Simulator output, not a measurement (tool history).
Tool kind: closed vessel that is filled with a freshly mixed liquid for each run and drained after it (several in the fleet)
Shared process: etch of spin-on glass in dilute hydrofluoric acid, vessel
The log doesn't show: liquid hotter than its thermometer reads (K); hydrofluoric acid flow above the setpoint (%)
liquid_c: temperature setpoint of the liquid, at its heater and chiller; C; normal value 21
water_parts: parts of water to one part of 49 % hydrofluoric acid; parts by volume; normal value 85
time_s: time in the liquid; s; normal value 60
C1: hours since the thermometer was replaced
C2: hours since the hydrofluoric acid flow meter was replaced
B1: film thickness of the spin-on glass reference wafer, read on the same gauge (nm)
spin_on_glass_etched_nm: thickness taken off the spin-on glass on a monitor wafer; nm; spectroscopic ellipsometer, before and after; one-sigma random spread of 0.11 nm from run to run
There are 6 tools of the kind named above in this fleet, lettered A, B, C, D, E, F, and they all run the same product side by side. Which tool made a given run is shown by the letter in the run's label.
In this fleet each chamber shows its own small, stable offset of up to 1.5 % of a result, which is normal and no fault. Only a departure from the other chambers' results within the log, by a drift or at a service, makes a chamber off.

Run 1E, hour 5: usual settings; C1 933.8; C2 1358.8; B1 90.005. Result: spin_on_glass_etched_nm 15.593 nm.
Run 2C, hour 10.2: usual settings; C1 536.8; C2 908.3; B1 90.002. Result: spin_on_glass_etched_nm 15.504 nm.
Run 3F, hour 20.7: usual settings; C1 963.1; C2 170.8; B1 90.011. Result: spin_on_glass_etched_nm 15.46 nm.
Run 4A, hour 27.9: usual settings; C1 933.9; C2 1372.6; B1 90.002. Result: spin_on_glass_etched_nm 15.645 nm.
Run 5B, hour 37.1: usual settings; C1 562.8; C2 769.5; B1 90.008. Result: spin_on_glass_etched_nm 15.651 nm.
Run 6D, hour 46: usual settings but liquid_c 23.5 C, time_s 40 s; C1 581.3; C2 138.3; B1 89.979. Result: spin_on_glass_etched_nm 11.319 nm.
Run 7B, hour 54.3: usual settings but liquid_c 23.5 C, time_s 40 s; C1 580; C2 786.7; B1 90.014. Result: spin_on_glass_etched_nm 11.654 nm.
Run 8F, hour 64.1: usual settings but liquid_c 23.5 C, time_s 40 s; C1 1006.5; C2 214.2; B1 89.985. Result: spin_on_glass_etched_nm 11.372 nm.
Run 9C, hour 74.5: usual settings but liquid_c 23.5 C, time_s 40 s; C1 601.1; C2 972.6; B1 90.001. Result: spin_on_glass_etched_nm 11.546 nm.
Run 10A, hour 85.3: usual settings but liquid_c 23.5 C, time_s 40 s; C1 991.3; C2 1430; B1 89.996. Result: spin_on_glass_etched_nm 11.505 nm.
Run 11E, hour 90.5: usual settings but liquid_c 23.5 C, time_s 40 s; C1 1019.3; C2 1444.3; B1 90.024. Result: spin_on_glass_etched_nm 11.486 nm.
Run 12D, hour 100.7: usual settings; C1 636; C2 193; B1 90.015. Result: spin_on_glass_etched_nm 15.238 nm.
Run 13C, hour 111.6: usual settings; C1 638.2; C2 1009.7; B1 90.019. Result: spin_on_glass_etched_nm 15.326 nm.
Run 14D, hour 117: usual settings but time_s 75 s; C1 652.3; C2 209.3; B1 89.988. Result: spin_on_glass_etched_nm 18.957 nm.
Run 15B, hour 126.4: usual settings but time_s 75 s; C1 652.1; C2 858.8; B1 90.025. Result: spin_on_glass_etched_nm 19.324 nm.
Run 16E, hour 134.6: usual settings but time_s 75 s; C1 1063.4; C2 1488.4; B1 89.993. Result: spin_on_glass_etched_nm 19.229 nm.
Run 17A, hour 145.3: usual settings but time_s 75 s; C1 1051.3; C2 1490; B1 89.981. Result: spin_on_glass_etched_nm 19.916 nm.
Run 18F, hour 151.3: usual settings but time_s 75 s; C1 1093.7; C2 301.4; B1 89.992. Result: spin_on_glass_etched_nm 19.435 nm.
Run 19E, hour 157.4: usual settings but time_s 75 s; C1 1086.2; C2 1511.2; B1 90.003. Result: spin_on_glass_etched_nm 19.372 nm.
Run 20A, hour 166.4: usual settings; C1 1072.4; C2 1511.1; B1 89.962. Result: spin_on_glass_etched_nm 15.9 nm.
Run 21F, hour 172.7: usual settings; C1 1115.1; C2 322.8; B1 89.997. Result: spin_on_glass_etched_nm 15.41 nm.
Run 22D, hour 183.3: usual settings; C1 718.6; C2 275.6; B1 90. Result: spin_on_glass_etched_nm 15.413 nm.
Run 23B, hour 189.8: usual settings; C1 715.5; C2 922.2; B1 90.011. Result: spin_on_glass_etched_nm 15.611 nm.
Run 24C, hour 200: usual settings but liquid_c 18.5 C, time_s 45 s; C1 726.6; C2 1098.1; B1 89.961. Result: spin_on_glass_etched_nm 10.69 nm.
Run 25D, hour 210.8: usual settings but liquid_c 18.5 C, time_s 45 s; C1 746.1; C2 303.1; B1 89.994. Result: spin_on_glass_etched_nm 10.386 nm.
Run 26C, hour 215.7: usual settings but liquid_c 18.5 C, time_s 45 s; C1 742.3; C2 1113.8; B1 89.999. Result: spin_on_glass_etched_nm 10.43 nm.
Run 27E, hour 221.5: usual settings but liquid_c 18.5 C, time_s 45 s; C1 1150.3; C2 1575.3; B1 89.98. Result: spin_on_glass_etched_nm 10.389 nm.
Run 28F, hour 232.5: usual settings but liquid_c 18.5 C, time_s 45 s; C1 1174.9; C2 382.6; B1 89.991. Result: spin_on_glass_etched_nm 10.52 nm.
Run 29B, hour 242.4: usual settings but liquid_c 18.5 C, time_s 45 s; C1 768.1; C2 974.8; B1 89.991. Result: spin_on_glass_etched_nm 10.727 nm.
At hour 245.4: chamber B: hydrofluoric acid flow meter replaced.
Run 30A, hour 253.1: usual settings; C1 1159.1; C2 1597.8; B1 89.999. Result: spin_on_glass_etched_nm 16.133 nm.
Run 31C, hour 262: usual settings; C1 788.6; C2 1160.1; B1 89.986. Result: spin_on_glass_etched_nm 15.47 nm.
Run 32F, hour 270.6: usual settings but liquid_c 24 C, water_parts 55 parts by volume; C1 1213; C2 420.7; B1 89.987. Result: spin_on_glass_etched_nm 28.675 nm.
Run 33B, hour 280.9: usual settings but liquid_c 24 C, water_parts 55 parts by volume; C1 806.6; C2 35.5; B1 89.995. Result: spin_on_glass_etched_nm 28.373 nm.
Run 34E, hour 289.9: usual settings but liquid_c 24 C, water_parts 55 parts by volume; C1 1218.7; C2 1643.7; B1 89.979. Result: spin_on_glass_etched_nm 28.398 nm.
Run 35D, hour 298.5: usual settings but liquid_c 24 C, water_parts 55 parts by volume; C1 833.8; C2 390.8; B1 90.024. Result: spin_on_glass_etched_nm 27.536 nm.
Run 36A, hour 304.4: usual settings but liquid_c 24 C, water_parts 55 parts by volume; C1 1210.4; C2 1649.1; B1 89.999. Result: spin_on_glass_etched_nm 30.112 nm.

For the next run the whole fleet of 6 chambers uses the same settings. Give each chamber's results:
Run 37A, hour 312.3: usual settings. Result: spin_on_glass_etched_nm ?.
Run 37B, hour 312.3: usual settings. Result: spin_on_glass_etched_nm ?.
Run 37C, hour 312.3: usual settings. Result: spin_on_glass_etched_nm ?.
Run 37D, hour 312.3: usual settings. Result: spin_on_glass_etched_nm ?.
Run 37E, hour 312.3: usual settings. Result: spin_on_glass_etched_nm ?.
Run 37F, hour 312.3: usual settings. Result: spin_on_glass_etched_nm ?.

run  spin_on_glass_etched_nm
37A                   16.725
37B                   15.442
37C                   15.576
37D                   15.296
37E                   15.342
37F                   15.503
